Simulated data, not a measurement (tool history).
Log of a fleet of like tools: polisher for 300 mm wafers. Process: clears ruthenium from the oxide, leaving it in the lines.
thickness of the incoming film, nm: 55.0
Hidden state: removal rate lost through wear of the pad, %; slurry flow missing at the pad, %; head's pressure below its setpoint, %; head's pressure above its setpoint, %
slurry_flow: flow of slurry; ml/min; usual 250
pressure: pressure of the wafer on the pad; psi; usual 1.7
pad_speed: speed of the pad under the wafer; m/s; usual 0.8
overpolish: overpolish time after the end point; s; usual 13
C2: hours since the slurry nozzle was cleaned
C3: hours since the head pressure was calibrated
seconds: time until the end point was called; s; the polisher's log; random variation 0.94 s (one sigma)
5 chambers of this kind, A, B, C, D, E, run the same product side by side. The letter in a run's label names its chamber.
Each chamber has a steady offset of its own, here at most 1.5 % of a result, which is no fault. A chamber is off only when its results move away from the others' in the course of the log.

{"hour": 2.1, "done": "chamber E: worn pad replaced by a new one"}
{"run": "1D", "hour": 6.9, "slurry_flow": 250, "pressure": 1.7, "pad_speed": 0.8, "overpolish": 13, "wafers polished on this pad": 1398, "C2": 504.4, "C3": 333.8, "seconds": 71.546}
{"run": "2B", "hour": 15.2, "slurry_flow": 250, "pressure": 1.7, "pad_speed": 0.8, "overpolish": 13, "wafers polished on this pad": 817, "C2": 45.9, "C3": 31.3, "seconds": 71.502}
{"hour": 20.1, "done": "chamber D: worn pad replaced by a new one"}
{"run": "3C", "hour": 22.1, "slurry_flow": 250, "pressure": 1.7, "pad_speed": 0.8, "overpolish": 13, "wafers polished on this pad": 776, "C2": 227.3, "C3": 231.5, "seconds": 71.354}
{"hour": 26.0, "done": "chamber A: worn pad replaced by a new one"}
{"run": "4A", "hour": 27.6, "slurry_flow": 250, "pressure": 1.7, "pad_speed": 0.8, "overpolish": 13, "wafers polished on this pad": 20, "C2": 267.5, "C3": 80.1, "seconds": 72.194}
{"run": "5E", "hour": 36.0, "slurry_flow": 250, "pressure": 1.7, "pad_speed": 0.8, "overpolish": 13, "wafers polished on this pad": 412, "C2": 416.6, "C3": 382.9, "seconds": 69.625}
{"run": "6E", "hour": 44.4, "slurry_flow": 250, "pressure": 1.7, "pad_speed": 0.8, "overpolish": 13, "wafers polished on this pad": 514, "C2": 425.0, "C3": 391.3, "seconds": 71.443}
{"hour": 49.1, "done": "chamber B: worn pad replaced by a new one"}
{"run": "7B", "hour": 49.8, "slurry_flow": 250, "pressure": 1.7, "pad_speed": 0.8, "overpolish": 13, "wafers polished on this pad": 8, "C2": 80.5, "C3": 65.9, "seconds": 70.725}
{"run": "8A", "hour": 54.9, "slurry_flow": 320, "pressure": 1.7, "pad_speed": 0.8, "overpolish": 17, "wafers polished on this pad": 351, "C2": 294.8, "C3": 107.4, "seconds": 70.118}
{"run": "9D", "hour": 64.5, "slurry_flow": 320, "pressure": 1.7, "pad_speed": 0.8, "overpolish": 17, "wafers polished on this pad": 539, "C2": 562.0, "C3": 391.4, "seconds": 69.803}
{"run": "10C", "hour": 69.0, "slurry_flow": 320, "pressure": 1.7, "pad_speed": 0.8, "overpolish": 17, "wafers polished on this pad": 1345, "C2": 274.2, "C3": 278.4, "seconds": 69.352}
{"hour": 70.7, "done": "chamber C: worn pad replaced by a new one"}
{"run": "11A", "hour": 75.9, "slurry_flow": 320, "pressure": 1.7, "pad_speed": 0.8, "overpolish": 17, "wafers polished on this pad": 606, "C2": 315.8, "C3": 128.4, "seconds": 70.737}
{"hour": 79.0, "done": "chamber C: head pressure recalibrated"}
{"run": "12D", "hour": 84.4, "slurry_flow": 320, "pressure": 1.7, "pad_speed": 0.8, "overpolish": 17, "wafers polished on this pad": 780, "C2": 581.9, "C3": 411.3, "seconds": 69.927}
{"run": "13B", "hour": 90.8, "slurry_flow": 250, "pressure": 1.5, "pad_speed": 0.8, "overpolish": 13, "wafers polished on this pad": 506, "C2": 121.5, "C3": 106.9, "seconds": 82.036}
{"run": "14E", "hour": 98.7, "slurry_flow": 250, "pressure": 1.5, "pad_speed": 0.8, "overpolish": 13, "wafers polished on this pad": 1173, "C2": 479.3, "C3": 445.6, "seconds": 80.408}
{"run": "15C", "hour": 106.4, "slurry_flow": 250, "pressure": 1.5, "pad_speed": 0.8, "overpolish": 13, "wafers polished on this pad": 433, "C2": 311.6, "C3": 27.5, "seconds": 78.989}
{"run": "16C", "hour": 115.8, "slurry_flow": 250, "pressure": 1.5, "pad_speed": 0.8, "overpolish": 13, "wafers polished on this pad": 547, "C2": 321.0, "C3": 36.9, "seconds": 82.027}
{"run": "17A", "hour": 120.3, "slurry_flow": 250, "pressure": 1.5, "pad_speed": 0.8, "overpolish": 13, "wafers polished on this pad": 1145, "C2": 360.2, "C3": 172.8, "seconds": 81.235}
{"hour": 124.3, "done": "chamber D: worn pad replaced by a new one"}
{"hour": 127.2, "done": "chamber E: worn pad replaced by a new one"}
{"run": "18B", "hour": 128.5, "slurry_flow": 250, "pressure": 1.7, "pad_speed": 0.8, "overpolish": 13, "wafers polished on this pad": 964, "C2": 159.2, "C3": 144.6, "seconds": 72.824}
{"hour": 131.0, "done": "chamber A: worn pad replaced by a new one"}
{"hour": 135.2, "done": "chamber D: head pressure recalibrated"}
{"run": "19E", "hour": 138.5, "slurry_flow": 250, "pressure": 1.7, "pad_speed": 0.8, "overpolish": 13, "wafers polished on this pad": 138, "C2": 519.1, "C3": 485.4, "seconds": 69.909}
{"hour": 141.5, "done": "chamber E: slurry nozzle cleaned"}
{"run": "20D", "hour": 144.3, "slurry_flow": 250, "pressure": 1.7, "pad_speed": 0.8, "overpolish": 13, "wafers polished on this pad": 243, "C2": 641.8, "C3": 9.1, "seconds": 79.266}
{"run": "21B", "hour": 151.4, "slurry_flow": 250, "pressure": 1.7, "pad_speed": 0.8, "overpolish": 13, "wafers polished on this pad": 1242, "C2": 182.1, "C3": 167.5, "seconds": 72.691}
{"run": "22E", "hour": 159.2, "slurry_flow": 250, "pressure": 1.7, "pad_speed": 0.8, "overpolish": 13, "wafers polished on this pad": 389, "C2": 17.7, "C3": 506.1, "seconds": 72.516}
{"run": "23A", "hour": 168.2, "slurry_flow": 250, "pressure": 1.7, "pad_speed": 0.8, "overpolish": 17, "wafers polished on this pad": 452, "C2": 408.1, "C3": 220.7, "seconds": 70.686}
{"hour": 173.8, "done": "chamber B: slurry nozzle cleaned"}
{"hour": 173.9, "done": "chamber B: worn pad replaced by a new one"}
{"hour": 176.9, "done": "chamber E: head pressure recalibrated"}
{"run": "24D", "hour": 177.5, "slurry_flow": 250, "pressure": 1.7, "pad_speed": 0.8, "overpolish": 17, "wafers polished on this pad": 646, "C2": 675.0, "C3": 42.3, "seconds": 79.525}
{"run": "25C", "hour": 186.2, "slurry_flow": 250, "pressure": 1.7, "pad_speed": 0.8, "overpolish": 17, "wafers polished on this pad": 1402, "C2": 391.4, "C3": 107.3, "seconds": 71.385}
{"hour": 194.0, "done": "chamber C: worn pad replaced by a new one"}
{"run": "26C", "hour": 194.1, "slurry_flow": 250, "pressure": 1.7, "pad_speed": 0.8, "overpolish": 17, "wafers polished on this pad": 2, "C2": 399.3, "C3": 115.2, "seconds": 69.941}
{"run": "27D", "hour": 201.0, "slurry_flow": 250, "pressure": 1.7, "pad_speed": 0.8, "overpolish": 17, "wafers polished on this pad": 931, "C2": 698.5, "C3": 65.8, "seconds": 81.193}
{"run": "28B", "hour": 207.8, "slurry_flow": 250, "pressure": 1.7, "pad_speed": 0.8, "overpolish": 13, "wafers polished on this pad": 412, "C2": 34.1, "C3": 223.9, "seconds": 72.986}
{"hour": 211.0, "done": "chamber A: worn pad replaced by a new one"}
{"run": "29A", "hour": 215.5, "slurry_flow": 300, "pressure": 1.7, "pad_speed": 0.8, "overpolish": 19, "wafers polished on this pad": 55, "C2": 455.4, "C3": 268.0, "seconds": 71.786}
{"run": "30E", "hour": 220.6, "slurry_flow": 300, "pressure": 1.7, "pad_speed": 0.8, "overpolish": 19, "wafers polished on this pad": 1134, "C2": 79.1, "C3": 43.8, "seconds": 70.192}
{"run": "31C", "hour": 230.5, "slurry_flow": 300, "pressure": 1.7, "pad_speed": 0.8, "overpolish": 19, "wafers polished on this pad": 444, "C2": 435.7, "C3": 151.6, "seconds": 68.191}
{"run": "32B", "hour": 239.3, "slurry_flow": 300, "pressure": 1.7, "pad_speed": 0.8, "overpolish": 19, "wafers polished on this pad": 794, "C2": 65.6, "C3": 255.4, "seconds": 71.258}
{"hour": 244.0, "done": "chamber D: worn pad replaced by a new one"}
{"run": "33D", "hour": 245.7, "slurry_flow": 300, "pressure": 1.7, "pad_speed": 0.8, "overpolish": 19, "wafers polished on this pad": 21, "C2": 743.2, "C3": 110.5, "seconds": 78.132}

What goes on in this fleet: one chamber off, a drifting gauge, or nothing beyond the chambers' own small offsets? Name the chamber and the cause, if any.

A service left chamber D off against the others.
Cause: head's pressure below its setpoint, % = 11.2.

Here are 4 candidates for chamber D's next run, each the usual settings with a change, their results left as question marks. Which one brings its results back in line with what the others give on the usual settings?
In line means no further than this from the other chambers' mean on the usual settings: seconds 3.300 s
{"run": "34D-1", "hour": 252.9, "slurry_flow": 250, "pressure": 1.5, "pad_speed": 0.74, "overpolish": 13, "seconds": "?"}
{"run": "34D-2", "hour": 252.9, "slurry_flow": 255, "pressure": 1.9, "pad_speed": 0.88, "overpolish": 13, "seconds": "?"}
{"run": "34D-3", "hour": 252.9, "slurry_flow": 245, "pressure": 1.7, "pad_speed": 0.72, "overpolish": 13, "seconds": "?"}
{"run": "34D-4", "hour": 252.9, "slurry_flow": 250, "pressure": 1.8, "pad_speed": 0.84, "overpolish": 13, "seconds": "?"}

The other chambers' mean on the usual settings: seconds 71.817 s
run=34D-1 seconds=99.128
run=34D-2 seconds=65.594
run=34D-3 seconds=89.941
run=34D-4 seconds=72.700
34D-4 brings the chamber back in line.
